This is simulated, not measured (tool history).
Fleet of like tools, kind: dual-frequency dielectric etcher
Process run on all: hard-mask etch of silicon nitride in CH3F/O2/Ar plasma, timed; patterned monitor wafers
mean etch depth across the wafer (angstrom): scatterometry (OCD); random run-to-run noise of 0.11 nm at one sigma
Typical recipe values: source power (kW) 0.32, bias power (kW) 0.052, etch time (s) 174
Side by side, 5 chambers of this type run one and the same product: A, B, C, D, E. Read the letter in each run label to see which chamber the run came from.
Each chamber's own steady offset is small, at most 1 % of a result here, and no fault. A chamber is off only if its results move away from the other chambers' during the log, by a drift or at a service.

run,day,source power (kW),bias power (kW),etch time (s),hours since the last wet clean,hours since the last source power generator calibration,hours since the last bias power generator calibration,"read-back reference wafer on the same gauge, depth_nm",mean etch depth across the wafer (angstrom)
1B,0.621,0.32,0.052,174,394.8,557,322.5,97.983,1010
2D,1.262,0.32,0.052,174,343.1,2671.7,1057.8,97.99,1007.6
3A,1.671,0.32,0.052,174,284.2,244.3,794.8,97.95,1005.4
4C,2.25,0.32,0.052,174,178.2,2195.2,1238.3,97.949,1002.6
5E,2.817,0.32,0.052,174,324.2,1300.1,254.1,97.944,1010.3
6D,3.454,0.32,0.052,174,395.7,2724.3,1110.4,97.922,1009
7C,3.862,0.32,0.052,174,216.9,2233.9,1277,97.911,1003.3
8E,4.371,0.32,0.052,174,361.5,1337.4,291.4,97.926,1008.1
9B,4.892,0.32,0.052,174,497.3,659.5,425,97.917,1010.9
10A,5.304,0.32,0.052,174,371.4,331.5,882,97.877,1007.7
# day 5.512: chamber B: wet clean of the chamber
11B,5.933,0.32,0.052,174,10.1,684.5,450,97.879,1010.5
# day 6.108: chamber A: wet clean of the chamber
12A,6.45,0.32,0.052,174,8.3,359,909.5,97.859,1006.6
13C,6.908,0.32,0.052,174,290,2307,1350.1,97.862,1002.6
14D,7.196,0.32,0.052,174,485.5,2814.1,1200.2,97.858,1007.2
# day 7.358: chamber D: wet clean of the chamber
15E,7.738,0.32,0.06,133,442.3,1418.2,372.2,97.851,806.42
16E,8.196,0.32,0.06,133,453.3,1429.2,383.2,97.806,807.3
17D,8.654,0.32,0.06,133,31.2,2849.1,1235.2,97.829,804.3
18C,9.017,0.32,0.06,133,340.6,2357.6,1400.7,97.823,802.42
19B,9.633,0.32,0.06,133,98.9,773.3,538.8,97.799,811.03
20A,10.158,0.32,0.052,174,97.3,448,998.5,97.757,1005.8
21D,10.638,0.32,0.052,174,78.8,2896.7,1282.8,97.77,1003
22B,11.212,0.32,0.052,174,136.8,811.2,576.7,97.782,1008.3
# day 11.583: chamber C: wet clean of the chamber
# day 11.633: chamber E: wet clean of the chamber
23E,11.812,0.32,0.052,174,4.3,1516,470,97.763,1005.1
24A,12.208,0.32,0.052,174,146.5,497.2,1047.7,97.741,1003.6
25C,12.679,0.32,0.052,174,26.3,2445.5,1488.6,97.758,1000.8
26D,13.233,0.32,0.052,174,141.1,2959,1345.1,97.728,1003.1
27A,13.771,0.32,0.052,174,184,534.7,1085.2,97.699,1005.6
28C,14.258,0.32,0.052,174,64.2,2483.4,1526.5,97.709,998.1
29E,14.633,0.32,0.052,174,72,1583.7,537.7,97.689,1005.2
30B,15.138,0.32,0.052,174,231,905.4,670.9,97.652,1007.8
31C,15.467,0.32,0.052,174,93.2,2512.4,1555.5,97.669,999.63
32E,15.862,0.32,0.052,174,101.5,1613.2,567.2,97.663,1005.1
33B,16.262,0.32,0.052,174,258,932.4,697.9,97.664,1006.8
34D,16.683,0.27,0.052,174,223.9,3041.8,1427.9,97.626,938.01
35A,17.246,0.27,0.052,174,267.4,618.1,1168.6,97.619,939.37
36E,17.892,0.27,0.052,174,150.2,1661.9,615.9,97.602,940.87
37C,18.212,0.27,0.052,174,159.1,2578.3,1621.4,97.589,933.87
38D,18.538,0.27,0.052,174,268.4,3086.3,1472.4,97.606,937.08
39A,19.125,0.32,0.052,174,312.5,663.2,1213.7,97.587,1002.8
40B,19.521,0.32,0.052,174,336.2,1010.6,776.1,97.585,1006.4
41C,19.879,0.32,0.052,174,199.1,2618.3,1661.4,97.579,997.78
42B,20.288,0.32,0.052,174,354.6,1029,794.5,97.571,1006.7

Has any chamber moved away from the others, gradually or after a service, or does the common gauge drift, or do the chambers differ only by their own small steady offsets? State the chamber and the most likely cause if one applies.

It is the gauge, not a chamber: its drift shows up in every chamber's results at once, and no chamber is off.
Cause: gauge reads low (%) = 0.445.

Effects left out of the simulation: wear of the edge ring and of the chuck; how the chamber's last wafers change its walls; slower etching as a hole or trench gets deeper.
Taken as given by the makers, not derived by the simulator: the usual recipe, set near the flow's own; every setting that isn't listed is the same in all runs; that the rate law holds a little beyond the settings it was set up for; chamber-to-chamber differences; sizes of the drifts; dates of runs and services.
